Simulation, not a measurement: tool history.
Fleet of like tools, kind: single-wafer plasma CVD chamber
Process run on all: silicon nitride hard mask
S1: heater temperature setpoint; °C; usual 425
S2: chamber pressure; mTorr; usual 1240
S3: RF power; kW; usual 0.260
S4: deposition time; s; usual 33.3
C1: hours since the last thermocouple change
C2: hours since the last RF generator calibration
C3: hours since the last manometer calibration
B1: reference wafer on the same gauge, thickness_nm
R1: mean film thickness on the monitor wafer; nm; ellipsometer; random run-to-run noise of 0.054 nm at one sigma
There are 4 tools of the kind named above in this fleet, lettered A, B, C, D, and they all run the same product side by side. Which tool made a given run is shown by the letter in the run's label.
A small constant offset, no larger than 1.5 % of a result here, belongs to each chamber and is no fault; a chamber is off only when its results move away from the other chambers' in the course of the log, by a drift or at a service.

Run 1D, hour 4.4: usual settings; C1 320.7; C2 828.1; C3 615.4; B1 35.910. Result: R1 31.682 nm.
Run 2A, hour 10.3: usual settings; C1 1055.7; C2 703.8; C3 480.1; B1 35.908. Result: R1 32.255 nm.
Run 3C, hour 15.5: usual settings; C1 1988.4; C2 1524.7; C3 1735.0; B1 35.921. Result: R1 31.780 nm.
Run 4B, hour 23.4: usual settings; C1 2318.6; C2 485.2; C3 347.2; B1 35.924. Result: R1 31.653 nm.
Run 5A, hour 31.3: usual settings; C1 1076.7; C2 724.8; C3 501.1; B1 35.957. Result: R1 32.324 nm.
Run 6D, hour 37.8: usual settings; C1 354.1; C2 861.5; C3 648.8; B1 35.980. Result: R1 31.851 nm.
Run 7B, hour 43.4: usual settings; C1 2338.6; C2 505.2; C3 367.2; B1 35.993. Result: R1 31.803 nm.
Run 8C, hour 50.2: usual settings; C1 2023.1; C2 1559.4; C3 1769.7; B1 35.989. Result: R1 31.891 nm.
Run 9C, hour 57.9: usual settings; C1 2030.8; C2 1567.1; C3 1777.4; B1 36.004. Result: R1 31.916 nm.
Run 10B, hour 63.9: usual settings but S1 411 °C; C1 2359.1; C2 525.7; C3 387.7; B1 36.008. Result: R1 32.091 nm.
Run 11D, hour 68.2: usual settings but S1 411 °C; C1 384.5; C2 891.9; C3 679.2; B1 36.023. Result: R1 31.903 nm.
Run 12A, hour 74.3: usual settings but S1 411 °C; C1 1119.7; C2 767.8; C3 544.1; B1 36.024. Result: R1 32.592 nm.
Run 13B, hour 78.6: usual settings but S1 411 °C; C1 2373.8; C2 540.4; C3 402.4; B1 36.041. Result: R1 32.118 nm.
Run 14C, hour 85.7: usual settings; C1 2058.6; C2 1594.9; C3 1805.2; B1 36.047. Result: R1 31.878 nm.
Run 15A, hour 89.1: usual settings; C1 1134.5; C2 782.6; C3 558.9; B1 36.044. Result: R1 32.438 nm.
Run 16D, hour 96.0: usual settings but S2 1460 mTorr; C1 412.3; C2 919.7; C3 707.0; B1 36.057. Result: R1 33.649 nm.
Run 17B, hour 101.5: usual settings but S2 1460 mTorr; C1 2396.7; C2 563.3; C3 425.3; B1 36.075. Result: R1 33.550 nm.
Run 18D, hour 105.1: usual settings but S2 1460 mTorr; C1 421.4; C2 928.8; C3 716.1; B1 36.095. Result: R1 33.628 nm.
Run 19A, hour 108.7: usual settings but S2 1460 mTorr; C1 1154.1; C2 802.2; C3 578.5; B1 36.079. Result: R1 34.030 nm.
At hour 114.6: chamber C: RF generator calibrated.
Run 20C, hour 116.5: usual settings; C1 2089.4; C2 2.0; C3 1836.0; B1 36.093. Result: R1 31.872 nm.
Run 21C, hour 122.6: usual settings; C1 2095.5; C2 8.1; C3 1842.1; B1 36.096. Result: R1 31.958 nm.
Run 22D, hour 127.0: usual settings; C1 443.3; C2 950.7; C3 738.0; B1 36.113. Result: R1 31.973 nm.
Run 23A, hour 130.5: usual settings; C1 1175.9; C2 824.0; C3 600.3; B1 36.137. Result: R1 32.418 nm.
Run 24B, hour 136.5: usual settings; C1 2431.7; C2 598.3; C3 460.3; B1 36.141. Result: R1 32.038 nm.
Run 25B, hour 141.9: usual settings; C1 2437.1; C2 603.7; C3 465.7; B1 36.129. Result: R1 31.875 nm.

Has any chamber moved away from the others, gradually or after a service, or does the common gauge drift, or do the chambers differ only by their own small steady offsets? State the chamber and the most likely cause if one applies.

The gauge drifts, so all chambers seem to drift together. No chamber is off.
Cause: gauge reads high (%) = 0.707.
